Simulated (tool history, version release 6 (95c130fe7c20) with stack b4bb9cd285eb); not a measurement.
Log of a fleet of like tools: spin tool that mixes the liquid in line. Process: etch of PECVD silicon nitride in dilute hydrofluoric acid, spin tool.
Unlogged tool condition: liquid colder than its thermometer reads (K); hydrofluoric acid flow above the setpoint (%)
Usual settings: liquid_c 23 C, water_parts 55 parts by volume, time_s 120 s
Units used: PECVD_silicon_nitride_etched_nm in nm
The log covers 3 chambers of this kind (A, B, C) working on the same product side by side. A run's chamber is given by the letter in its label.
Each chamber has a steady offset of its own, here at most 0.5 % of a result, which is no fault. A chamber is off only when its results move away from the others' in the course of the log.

run   hour  liquid_c  water_parts  time_s  hours since the thermometer was replaced  hours since the hydrofluoric acid flow meter was replaced  read-back film thickness of the PECVD silicon nitride reference wafer, read on the same gauge (nm)  PECVD_silicon_nitride_etched_nm
 1B    9.6        23           55     120                                    1416.3                                                      402.6                                                                                              29.999                            5.872
 2C   16.4        23           55     120                                    1383.5                                                      103.2                                                                                              29.997                           5.8366
 3A   24.5        23           55     120                                    1895.9                                                      379.6                                                                                              30.022                           5.8813
 4B   32.5        23           55     120                                    1439.2                                                      425.5                                                                                               30.02                            5.923
 5C   39.8        18           55     160                                    1406.9                                                      126.6                                                                                              30.003                            5.485
 6A   49.8        18           55     160                                    1921.2                                                      404.9                                                                                              30.028                           5.5362
 7B   59.5        18           55     160                                    1466.2                                                      452.5                                                                                              30.038                           5.5139
 8A   64.3        23           40      85                                    1935.7                                                      419.4                                                                                              29.981                           5.6279
 9C   73.6        23           40      85                                    1440.7                                                      160.4                                                                                              29.969                           5.6735
10B   79.7        23           40      85                                    1486.4                                                      472.7                                                                                              29.984                           5.6848
      83.6  -- chamber B: hydrofluoric acid flow meter replaced
11C   89.6        23           55     120                                    1456.7                                                      176.4                                                                                              29.995                           5.9156
12A   95.1        23           55     120                                    1966.5                                                      450.2                                                                                              30.019                           5.8718
13B  100.5        23           55     120                                    1507.2                                                       16.9                                                                                               30.04                           5.8949
14C  109.2        23           55     120                                    1476.3                                                        196                                                                                              29.979                           5.8666
15A  117.2        23           55     120                                    1988.6                                                      472.3                                                                                              29.995                           5.8391
16B  122.6        23           55     120                                    1529.3                                                         39                                                                                               29.99                           5.8738
17A  127.3        23           55     120                                    1998.7                                                      482.4                                                                                              29.979                           5.8417
18C  133.1        23           55     120                                    1500.2                                                      219.9                                                                                              29.977                           5.9197
19A  142.8        23           55     120                                    2014.2                                                      497.9                                                                                              29.992                           5.8945
20B  150.3        23           55     120                                      1557                                                       66.7                                                                                              30.058                           5.8266
21C  155.2        27           80     120                                    1522.3                                                        242                                                                                              29.982                           5.2659
22A  164.6        27           80     120                                      2036                                                      519.7                                                                                              29.967                           5.3152
23B  173.7        27           80     120                                    1580.4                                                       90.1                                                                                              30.025                           5.2914
24C  181.5        23           55     120                                    1548.6                                                      268.3                                                                                               30.04                           5.8928
25C  190.6        23           55     120                                    1557.7                                                      277.4                                                                                              29.945                           5.8566
26B  200.8        23           55     120                                    1607.5                                                      117.2                                                                                              30.022                           5.8449
27A  205.5        23           55     120                                    2076.9                                                      560.6                                                                                              30.006                           5.8856
28C  215.6        23           55     120                                    1582.7                                                      302.4                                                                                              29.974                           5.8651
29B  221.2        23           45     175                                    1627.9                                                      137.6                                                                                              30.034                           10.428
30A  231.4        23           45     175                                    2102.8                                                      586.5                                                                                              30.023                           10.354

All 3 chambers run these settings next. Forecast each chamber's results:
31A  238.8        23           55     155                                                                                                                                                                                                                                         ?
31B  238.8        23           55     155                                                                                                                                                                                                                                         ?
31C  238.8        23           55     155                                                                                                                                                                                                                                         ?

run  PECVD_silicon_nitride_etched_nm
31A                           7.5979
31B                           7.5485
31C                           7.5439
